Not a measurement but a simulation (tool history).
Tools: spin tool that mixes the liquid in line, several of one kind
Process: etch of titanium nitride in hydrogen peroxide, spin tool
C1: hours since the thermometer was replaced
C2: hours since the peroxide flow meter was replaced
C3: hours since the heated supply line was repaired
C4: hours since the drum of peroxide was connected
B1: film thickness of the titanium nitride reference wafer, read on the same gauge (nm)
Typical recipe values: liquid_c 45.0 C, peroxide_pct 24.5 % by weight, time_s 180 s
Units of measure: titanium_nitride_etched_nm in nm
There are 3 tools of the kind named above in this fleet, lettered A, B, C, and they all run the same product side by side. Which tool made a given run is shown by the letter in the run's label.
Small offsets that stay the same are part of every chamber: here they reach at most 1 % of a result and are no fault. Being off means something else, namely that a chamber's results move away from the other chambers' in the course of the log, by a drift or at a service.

run 1A hour=4.4 | liquid_c=45.0 peroxide_pct=24.5 time_s=180 | C1=771.1 C2=125.5 C3=1706.8 C4=204.5 | B1=60.000 | titanium_nitride_etched_nm=3.9166
run 2C hour=10.1 | liquid_c=45.0 peroxide_pct=24.5 time_s=180 | C1=258.6 C2=692.0 C3=958.5 C4=918.7 | B1=60.007 | titanium_nitride_etched_nm=3.9382
run 3B hour=16.0 | liquid_c=45.0 peroxide_pct=24.5 time_s=180 | C1=183.5 C2=339.7 C3=603.4 C4=96.6 | B1=59.996 | titanium_nitride_etched_nm=3.8967
run 4B hour=22.4 | liquid_c=45.0 peroxide_pct=24.5 time_s=180 | C1=189.9 C2=346.1 C3=609.8 C4=103.0 | B1=60.035 | titanium_nitride_etched_nm=3.9752
run 5A hour=28.7 | liquid_c=45.0 peroxide_pct=24.5 time_s=180 | C1=795.4 C2=149.8 C3=1731.1 C4=228.8 | B1=60.006 | titanium_nitride_etched_nm=3.9079
run 6C hour=34.6 | liquid_c=45.0 peroxide_pct=24.5 time_s=180 | C1=283.1 C2=716.5 C3=983.0 C4=943.2 | B1=60.004 | titanium_nitride_etched_nm=3.9118
-- hour=38.6 chamber C: peroxide flow meter replaced
run 7A hour=39.2 | liquid_c=45.0 peroxide_pct=24.5 time_s=180 | C1=805.9 C2=160.3 C3=1741.6 C4=239.3 | B1=60.021 | titanium_nitride_etched_nm=3.9184
run 8C hour=44.5 | liquid_c=45.0 peroxide_pct=24.5 time_s=180 | C1=293.0 C2=6.0 C3=992.9 C4=953.1 | B1=60.027 | titanium_nitride_etched_nm=3.9254
run 9B hour=51.3 | liquid_c=45.0 peroxide_pct=24.5 time_s=180 | C1=218.8 C2=375.0 C3=638.7 C4=131.9 | B1=60.031 | titanium_nitride_etched_nm=3.8707
run 10C hour=56.5 | liquid_c=45.0 peroxide_pct=24.5 time_s=180 | C1=305.0 C2=18.0 C3=1004.9 C4=965.1 | B1=59.998 | titanium_nitride_etched_nm=3.9692
run 11B hour=62.5 | liquid_c=45.0 peroxide_pct=24.5 time_s=180 | C1=230.0 C2=386.2 C3=649.9 C4=143.1 | B1=60.014 | titanium_nitride_etched_nm=3.9300
run 12A hour=68.5 | liquid_c=45.0 peroxide_pct=24.5 time_s=180 | C1=835.2 C2=189.6 C3=1770.9 C4=268.6 | B1=60.009 | titanium_nitride_etched_nm=3.8568
run 13C hour=72.9 | liquid_c=35.5 peroxide_pct=24.5 time_s=180 | C1=321.4 C2=34.4 C3=1021.3 C4=981.5 | B1=60.006 | titanium_nitride_etched_nm=1.8246
run 14B hour=79.0 | liquid_c=35.5 peroxide_pct=24.5 time_s=180 | C1=246.5 C2=402.7 C3=666.4 C4=159.6 | B1=60.000 | titanium_nitride_etched_nm=1.8982
run 15A hour=84.0 | liquid_c=35.5 peroxide_pct=24.5 time_s=180 | C1=850.7 C2=205.1 C3=1786.4 C4=284.1 | B1=60.021 | titanium_nitride_etched_nm=1.8905
run 16A hour=89.3 | liquid_c=45.0 peroxide_pct=24.5 time_s=180 | C1=856.0 C2=210.4 C3=1791.7 C4=289.4 | B1=60.012 | titanium_nitride_etched_nm=3.9373
run 17B hour=94.9 | liquid_c=45.0 peroxide_pct=24.5 time_s=180 | C1=262.4 C2=418.6 C3=682.3 C4=175.5 | B1=60.024 | titanium_nitride_etched_nm=3.8638
run 18C hour=98.3 | liquid_c=45.0 peroxide_pct=24.5 time_s=180 | C1=346.8 C2=59.8 C3=1046.7 C4=1006.9 | B1=60.017 | titanium_nitride_etched_nm=3.7445
run 19B hour=103.9 | liquid_c=45.0 peroxide_pct=19.5 time_s=180 | C1=271.4 C2=427.6 C3=691.3 C4=184.5 | B1=59.982 | titanium_nitride_etched_nm=3.6691
run 20A hour=108.3 | liquid_c=45.0 peroxide_pct=19.5 time_s=180 | C1=875.0 C2=229.4 C3=1810.7 C4=308.4 | B1=59.987 | titanium_nitride_etched_nm=3.6917
run 21C hour=111.9 | liquid_c=45.0 peroxide_pct=19.5 time_s=180 | C1=360.4 C2=73.4 C3=1060.3 C4=1020.5 | B1=60.019 | titanium_nitride_etched_nm=3.5505
run 22C hour=119.3 | liquid_c=45.0 peroxide_pct=24.5 time_s=180 | C1=367.8 C2=80.8 C3=1067.7 C4=1027.9 | B1=60.023 | titanium_nitride_etched_nm=3.7007
run 23A hour=126.2 | liquid_c=45.0 peroxide_pct=24.5 time_s=180 | C1=892.9 C2=247.3 C3=1828.6 C4=326.3 | B1=59.961 | titanium_nitride_etched_nm=3.8953
run 24B hour=131.9 | liquid_c=45.0 peroxide_pct=24.5 time_s=180 | C1=299.4 C2=455.6 C3=719.3 C4=212.5 | B1=60.020 | titanium_nitride_etched_nm=3.9251
run 25A hour=136.8 | liquid_c=45.0 peroxide_pct=24.5 time_s=180 | C1=903.5 C2=257.9 C3=1839.2 C4=336.9 | B1=60.019 | titanium_nitride_etched_nm=3.9043
run 26C hour=144.2 | liquid_c=45.0 peroxide_pct=24.5 time_s=225 | C1=392.7 C2=105.7 C3=1092.6 C4=1052.8 | B1=60.003 | titanium_nitride_etched_nm=4.4834
run 27B hour=151.8 | liquid_c=45.0 peroxide_pct=24.5 time_s=225 | C1=319.3 C2=475.5 C3=739.2 C4=232.4 | B1=60.017 | titanium_nitride_etched_nm=4.8671
run 28A hour=155.7 | liquid_c=45.0 peroxide_pct=24.5 time_s=225 | C1=922.4 C2=276.8 C3=1858.1 C4=355.8 | B1=60.004 | titanium_nitride_etched_nm=4.8456
run 29C hour=162.6 | liquid_c=45.0 peroxide_pct=24.5 time_s=180 | C1=411.1 C2=124.1 C3=1111.0 C4=1071.2 | B1=60.024 | titanium_nitride_etched_nm=3.5245

Has any chamber moved away from the others, gradually or after a service, or does the common gauge drift, or do the chambers differ only by their own small steady offsets? State the chamber and the most likely cause if one applies.

Chamber C drifts away from the others.
Cause: temperature lost on the way to the wafer (K) = 1.48.
It could be hard to tell apart here from: liquid colder than its thermometer reads (K).

Here are 4 candidates for chamber C's next run, each the usual settings with a change, their results left as question marks. Which one brings its results back in line with what the others give on the usual settings?
To be in line, a result may differ from the other chambers' mean on the usual settings by at most: titanium_nitride_etched_nm 0.1100 nm
run 30C-1 hour=168.1 | liquid_c=46.5 peroxide_pct=24.5 time_s=180 | titanium_nitride_etched_nm=?
run 30C-2 hour=168.1 | liquid_c=45.0 peroxide_pct=24.5 time_s=160 | titanium_nitride_etched_nm=?
run 30C-3 hour=168.1 | liquid_c=43.0 peroxide_pct=24.5 time_s=165 | titanium_nitride_etched_nm=?
run 30C-4 hour=168.1 | liquid_c=45.0 peroxide_pct=25.0 time_s=225 | titanium_nitride_etched_nm=?

The mean the other chambers reach with the usual settings: titanium_nitride_etched_nm 3.8988 nm
run=30C-1 titanium_nitride_etched_nm=3.9159
run=30C-2 titanium_nitride_etched_nm=3.1111
run=30C-3 titanium_nitride_etched_nm=2.7555
run=30C-4 titanium_nitride_etched_nm=4.3940
It is 30C-1 that realigns the chamber with its peers.
